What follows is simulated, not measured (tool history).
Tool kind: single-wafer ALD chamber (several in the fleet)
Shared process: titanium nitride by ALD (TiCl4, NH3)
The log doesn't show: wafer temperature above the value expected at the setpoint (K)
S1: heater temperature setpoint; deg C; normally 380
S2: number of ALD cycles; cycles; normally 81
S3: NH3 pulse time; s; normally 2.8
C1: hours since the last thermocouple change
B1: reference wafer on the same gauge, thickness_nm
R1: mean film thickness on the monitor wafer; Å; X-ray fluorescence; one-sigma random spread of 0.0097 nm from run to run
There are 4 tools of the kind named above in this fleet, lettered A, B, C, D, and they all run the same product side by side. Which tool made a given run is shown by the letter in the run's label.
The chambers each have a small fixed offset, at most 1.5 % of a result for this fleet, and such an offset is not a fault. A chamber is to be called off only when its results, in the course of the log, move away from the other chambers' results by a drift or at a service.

{"run": "1C", "day": 0.125, "S1": 380, "S2": 81, "S3": 2.8, "C1": 66.5, "B1": 1.5097, "R1": 17.652}
{"run": "2D", "day": 0.242, "S1": 380, "S2": 81, "S3": 2.8, "C1": 1512.7, "B1": 1.5114, "R1": 17.623}
{"run": "3A", "day": 0.454, "S1": 380, "S2": 81, "S3": 2.8, "C1": 1432.8, "B1": 1.5106, "R1": 18.104}
{"run": "4B", "day": 0.712, "S1": 380, "S2": 81, "S3": 2.8, "C1": 566.8, "B1": 1.5109, "R1": 17.795}
{"day": 0.758, "done": "chamber A: thermocouple changed; heater temperature recalibrated"}
{"run": "5C", "day": 0.9, "S1": 380, "S2": 81, "S3": 2.8, "C1": 85.1, "B1": 1.5082, "R1": 17.536}
{"run": "6B", "day": 1.108, "S1": 390, "S2": 81, "S3": 2.8, "C1": 576.3, "B1": 1.5101, "R1": 17.887}
{"run": "7A", "day": 1.346, "S1": 390, "S2": 81, "S3": 2.8, "C1": 14.1, "B1": 1.5104, "R1": 18.217}
{"run": "8D", "day": 1.558, "S1": 390, "S2": 81, "S3": 2.8, "C1": 1544.3, "B1": 1.5078, "R1": 18.024}
{"run": "9D", "day": 1.696, "S1": 390, "S2": 81, "S3": 2.8, "C1": 1547.6, "B1": 1.5102, "R1": 17.996}
{"run": "10C", "day": 1.892, "S1": 380, "S2": 81, "S3": 2.8, "C1": 108.9, "B1": 1.5089, "R1": 17.761}
{"run": "11A", "day": 2.058, "S1": 380, "S2": 81, "S3": 2.8, "C1": 31.2, "B1": 1.5093, "R1": 18.015}
{"run": "12B", "day": 2.188, "S1": 380, "S2": 81, "S3": 2.8, "C1": 602.2, "B1": 1.5088, "R1": 17.862}
{"run": "13C", "day": 2.312, "S1": 380, "S2": 81, "S3": 2.8, "C1": 119, "B1": 1.5093, "R1": 17.757}
{"run": "14D", "day": 2.512, "S1": 380, "S2": 81, "S3": 2.8, "C1": 1567.2, "B1": 1.5098, "R1": 17.892}
{"run": "15B", "day": 2.688, "S1": 380, "S2": 81, "S3": 2.8, "C1": 614.2, "B1": 1.5097, "R1": 17.953}
{"run": "16A", "day": 2.888, "S1": 380, "S2": 81, "S3": 2.8, "C1": 51.1, "B1": 1.5076, "R1": 18.092}
{"run": "17A", "day": 3.125, "S1": 380, "S2": 81, "S3": 2.8, "C1": 56.8, "B1": 1.5096, "R1": 17.912}
{"run": "18C", "day": 3.3, "S1": 380, "S2": 81, "S3": 2.8, "C1": 142.7, "B1": 1.5132, "R1": 17.578}
{"run": "19D", "day": 3.421, "S1": 380, "S2": 81, "S3": 2.8, "C1": 1589, "B1": 1.5079, "R1": 17.853}
{"run": "20B", "day": 3.571, "S1": 380, "S2": 81, "S3": 2.8, "C1": 635.4, "B1": 1.5102, "R1": 17.964}
{"run": "21A", "day": 3.721, "S1": 380, "S2": 81, "S3": 2.8, "C1": 71.1, "B1": 1.5087, "R1": 17.909}
{"run": "22B", "day": 3.942, "S1": 380, "S2": 81, "S3": 2.8, "C1": 644.3, "B1": 1.5124, "R1": 17.932}
{"run": "23D", "day": 4.071, "S1": 380, "S2": 81, "S3": 2.8, "C1": 1604.6, "B1": 1.5089, "R1": 17.834}
{"run": "24C", "day": 4.333, "S1": 380, "S2": 81, "S3": 2.8, "C1": 167.5, "B1": 1.509, "R1": 17.577}
{"run": "25A", "day": 4.558, "S1": 380, "S2": 81, "S3": 2.8, "C1": 91.2, "B1": 1.5133, "R1": 18.137}
{"run": "26C", "day": 4.767, "S1": 380, "S2": 81, "S3": 2.8, "C1": 177.9, "B1": 1.5111, "R1": 17.595}
{"run": "27B", "day": 5.012, "S1": 380, "S2": 81, "S3": 2.8, "C1": 670, "B1": 1.5115, "R1": 18.047}
{"run": "28D", "day": 5.267, "S1": 380, "S2": 81, "S3": 2.8, "C1": 1633.3, "B1": 1.5093, "R1": 17.746}
{"run": "29B", "day": 5.492, "S1": 380, "S2": 81, "S3": 2.8, "C1": 681.5, "B1": 1.5097, "R1": 17.928}
{"run": "30D", "day": 5.742, "S1": 380, "S2": 81, "S3": 2.8, "C1": 1644.7, "B1": 1.5101, "R1": 17.749}
{"run": "31C", "day": 5.933, "S1": 380, "S2": 81, "S3": 2.8, "C1": 205.9, "B1": 1.5095, "R1": 17.625}
{"run": "32A", "day": 6.067, "S1": 390, "S2": 81, "S3": 3.61, "C1": 127.4, "B1": 1.5087, "R1": 18.249}
{"run": "33A", "day": 6.188, "S1": 390, "S2": 81, "S3": 3.61, "C1": 130.3, "B1": 1.5117, "R1": 18.267}

All 4 chambers run these settings next. Forecast each chamber's results:
{"run": "34A", "day": 6.375, "S1": 380, "S2": 81, "S3": 2.8, "R1": "?"}
{"run": "34B", "day": 6.375, "S1": 380, "S2": 81, "S3": 2.8, "R1": "?"}
{"run": "34C", "day": 6.375, "S1": 380, "S2": 81, "S3": 2.8, "R1": "?"}
{"run": "34D", "day": 6.375, "S1": 380, "S2": 81, "S3": 2.8, "R1": "?"}

run=34A R1=18.03
run=34B R1=17.827
run=34C R1=17.576
run=34D R1=17.798
